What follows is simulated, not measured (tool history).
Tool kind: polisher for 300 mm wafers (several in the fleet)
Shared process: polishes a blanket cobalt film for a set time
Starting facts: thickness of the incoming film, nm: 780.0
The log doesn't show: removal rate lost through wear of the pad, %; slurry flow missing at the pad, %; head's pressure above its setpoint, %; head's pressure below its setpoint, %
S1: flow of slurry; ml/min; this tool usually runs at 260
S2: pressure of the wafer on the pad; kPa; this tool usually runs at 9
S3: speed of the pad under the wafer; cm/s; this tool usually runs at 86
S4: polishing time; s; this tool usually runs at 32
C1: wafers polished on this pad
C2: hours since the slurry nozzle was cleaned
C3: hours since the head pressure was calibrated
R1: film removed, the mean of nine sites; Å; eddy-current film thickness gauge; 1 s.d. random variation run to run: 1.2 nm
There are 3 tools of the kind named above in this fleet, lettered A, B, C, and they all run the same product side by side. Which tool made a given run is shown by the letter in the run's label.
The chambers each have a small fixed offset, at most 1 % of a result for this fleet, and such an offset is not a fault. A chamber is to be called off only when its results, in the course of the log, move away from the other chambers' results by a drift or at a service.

{"day": 0.246, "done": "chamber A: worn pad replaced by a new one"}
{"run": "1A", "day": 0.442, "S1": 260, "S2": 9, "S3": 86, "S4": 32, "C1": 41, "C2": 480, "C3": 949.2, "R1": 996.44}
{"run": "2C", "day": 0.696, "S1": 260, "S2": 9, "S3": 86, "S4": 32, "C1": 617, "C2": 265.9, "C3": 716.6, "R1": 979.93}
{"run": "3B", "day": 1.05, "S1": 260, "S2": 9, "S3": 86, "S4": 32, "C1": 433, "C2": 169.6, "C3": 1287.5, "R1": 990.36}
{"run": "4A", "day": 1.371, "S1": 260, "S2": 9, "S3": 86, "S4": 32, "C1": 236, "C2": 502.3, "C3": 971.5, "R1": 1019.8}
{"day": 1.717, "done": "chamber A: head pressure recalibrated"}
{"run": "5B", "day": 1.871, "S1": 260, "S2": 9, "S3": 86, "S4": 32, "C1": 606, "C2": 189.3, "C3": 1307.2, "R1": 993}
{"run": "6C", "day": 2.125, "S1": 260, "S2": 9, "S3": 86, "S4": 32, "C1": 918, "C2": 300.2, "C3": 750.9, "R1": 999.96}
{"run": "7A", "day": 2.388, "S1": 260, "S2": 9, "S3": 86, "S4": 32, "C1": 451, "C2": 526.7, "C3": 16.2, "R1": 980.32}
{"run": "8B", "day": 2.779, "S1": 260, "S2": 9, "S3": 86, "S4": 32, "C1": 797, "C2": 211.1, "C3": 1329, "R1": 988.77}
{"run": "9C", "day": 3.208, "S1": 260, "S2": 9, "S3": 86, "S4": 32, "C1": 1147, "C2": 326.2, "C3": 776.9, "R1": 1004.1}
{"day": 3.417, "done": "chamber B: worn pad replaced by a new one"}
{"run": "10C", "day": 3.7, "S1": 260, "S2": 9, "S3": 86, "S4": 32, "C1": 1250, "C2": 338, "C3": 788.7, "R1": 976.6}
{"run": "11A", "day": 3.925, "S1": 260, "S2": 9, "S3": 86, "S4": 32, "C1": 774, "C2": 563.6, "C3": 53.1, "R1": 962.2}
{"day": 4.012, "done": "chamber C: slurry nozzle cleaned"}
{"run": "12B", "day": 4.146, "S1": 260, "S2": 9, "S3": 86, "S4": 32, "C1": 153, "C2": 243.9, "C3": 1361.8, "R1": 997.18}
{"run": "13B", "day": 4.571, "S1": 260, "S2": 9, "S3": 86, "S4": 32, "C1": 243, "C2": 254.1, "C3": 1372, "R1": 989.26}
{"run": "14A", "day": 4.842, "S1": 260, "S2": 6.9, "S3": 86, "S4": 32, "C1": 967, "C2": 585.6, "C3": 75.1, "R1": 784.05}
{"run": "15C", "day": 5.258, "S1": 260, "S2": 6.9, "S3": 86, "S4": 32, "C1": 1578, "C2": 30, "C3": 826.1, "R1": 743.26}
{"run": "16C", "day": 5.596, "S1": 260, "S2": 6.9, "S3": 86, "S4": 32, "C1": 1649, "C2": 38.1, "C3": 834.2, "R1": 746.82}
{"run": "17A", "day": 6.025, "S1": 260, "S2": 5.5, "S3": 96, "S4": 32, "C1": 1217, "C2": 614, "C3": 103.5, "R1": 679.87}
{"day": 6.146, "done": "chamber A: worn pad replaced by a new one"}
{"run": "18B", "day": 6.279, "S1": 260, "S2": 5.5, "S3": 96, "S4": 32, "C1": 603, "C2": 295.1, "C3": 1413, "R1": 684.76}
{"run": "19B", "day": 6.675, "S1": 260, "S2": 5.5, "S3": 96, "S4": 32, "C1": 686, "C2": 304.6, "C3": 1422.5, "R1": 674.47}
{"run": "20A", "day": 6.962, "S1": 260, "S2": 9, "S3": 86, "S4": 32, "C1": 172, "C2": 636.5, "C3": 126, "R1": 976.3}
{"run": "21C", "day": 7.204, "S1": 260, "S2": 9, "S3": 86, "S4": 32, "C1": 1988, "C2": 76.7, "C3": 872.8, "R1": 964.99}
{"day": 7.375, "done": "chamber B: worn pad replaced by a new one"}
{"run": "22B", "day": 7.667, "S1": 260, "S2": 9, "S3": 102, "S4": 32, "C1": 61, "C2": 328.4, "C3": 1446.3, "R1": 1178.8}
{"run": "23A", "day": 8.029, "S1": 260, "S2": 9, "S3": 102, "S4": 32, "C1": 397, "C2": 662.1, "C3": 151.6, "R1": 1175.9}
{"run": "24C", "day": 8.283, "S1": 260, "S2": 9, "S3": 102, "S4": 32, "C1": 2215, "C2": 102.6, "C3": 898.7, "R1": 1117.5}
{"run": "25A", "day": 8.712, "S1": 260, "S2": 9, "S3": 86, "S4": 32, "C1": 541, "C2": 678.5, "C3": 168, "R1": 1003.2}
{"run": "26C", "day": 9.142, "S1": 260, "S2": 9, "S3": 86, "S4": 32, "C1": 2396, "C2": 123.2, "C3": 919.3, "R1": 907.06}
{"run": "27B", "day": 9.546, "S1": 260, "S2": 9, "S3": 86, "S4": 32, "C1": 457, "C2": 373.5, "C3": 1491.4, "R1": 989.14}
{"run": "28A", "day": 10.025, "S1": 220, "S2": 9, "S3": 86, "S4": 32, "C1": 817, "C2": 710, "C3": 199.5, "R1": 978.48}
{"run": "29B", "day": 10.45, "S1": 220, "S2": 9, "S3": 86, "S4": 32, "C1": 647, "C2": 395.2, "C3": 1513.1, "R1": 968.96}
{"day": 10.521, "done": "chamber A: slurry nozzle cleaned"}
{"run": "30C", "day": 10.796, "S1": 220, "S2": 9, "S3": 86, "S4": 32, "C1": 2744, "C2": 162.9, "C3": 959, "R1": 921.51}
{"run": "31C", "day": 11.046, "S1": 260, "S2": 9, "S3": 86, "S4": 32, "C1": 2797, "C2": 168.9, "C3": 965, "R1": 925.18}
{"day": 11.208, "done": "chamber A: worn pad replaced by a new one"}
{"run": "32A", "day": 11.35, "S1": 260, "S2": 9, "S3": 86, "S4": 32, "C1": 30, "C2": 20, "C3": 231.3, "R1": 989.78}

Does one chamber stand apart from the rest, does the shared gauge drift, or is all well apart from small per-chamber offsets? Give the chamber and the most likely cause, where there is one.

Chamber C drifts away from the others.
What lies behind it: removal rate lost through wear of the pad, % = 7.08.
The log might look much the same if the cause were instead: head's pressure below its setpoint, %.

Which of the 4 candidates below, each the usual settings with something changed and its results left as question marks, puts chamber C back in line with what the other chambers give on the usual settings?
Maximum distance from the other chambers' mean on the usual settings for a result to count as in line: R1 43 Å
{"run": "33C-1", "day": 11.712, "S1": 260, "S2": 9, "S3": 94, "S4": 32, "R1": "?"}
{"run": "33C-2", "day": 11.712, "S1": 260, "S2": 8.3, "S3": 86, "S4": 32, "R1": "?"}
{"run": "33C-3", "day": 11.712, "S1": 260, "S2": 9.7, "S3": 90, "S4": 33, "R1": "?"}
{"run": "33C-4", "day": 11.712, "S1": 260, "S2": 7.6, "S3": 86, "S4": 32, "R1": "?"}

Other chambers, usual settings, mean: R1 997 Å
run=33C-1 R1=1003.2
run=33C-2 R1=847.32
run=33C-3 R1=1068.2
run=33C-4 R1=775.77
33C-1 puts the chamber back in line with the other chambers.
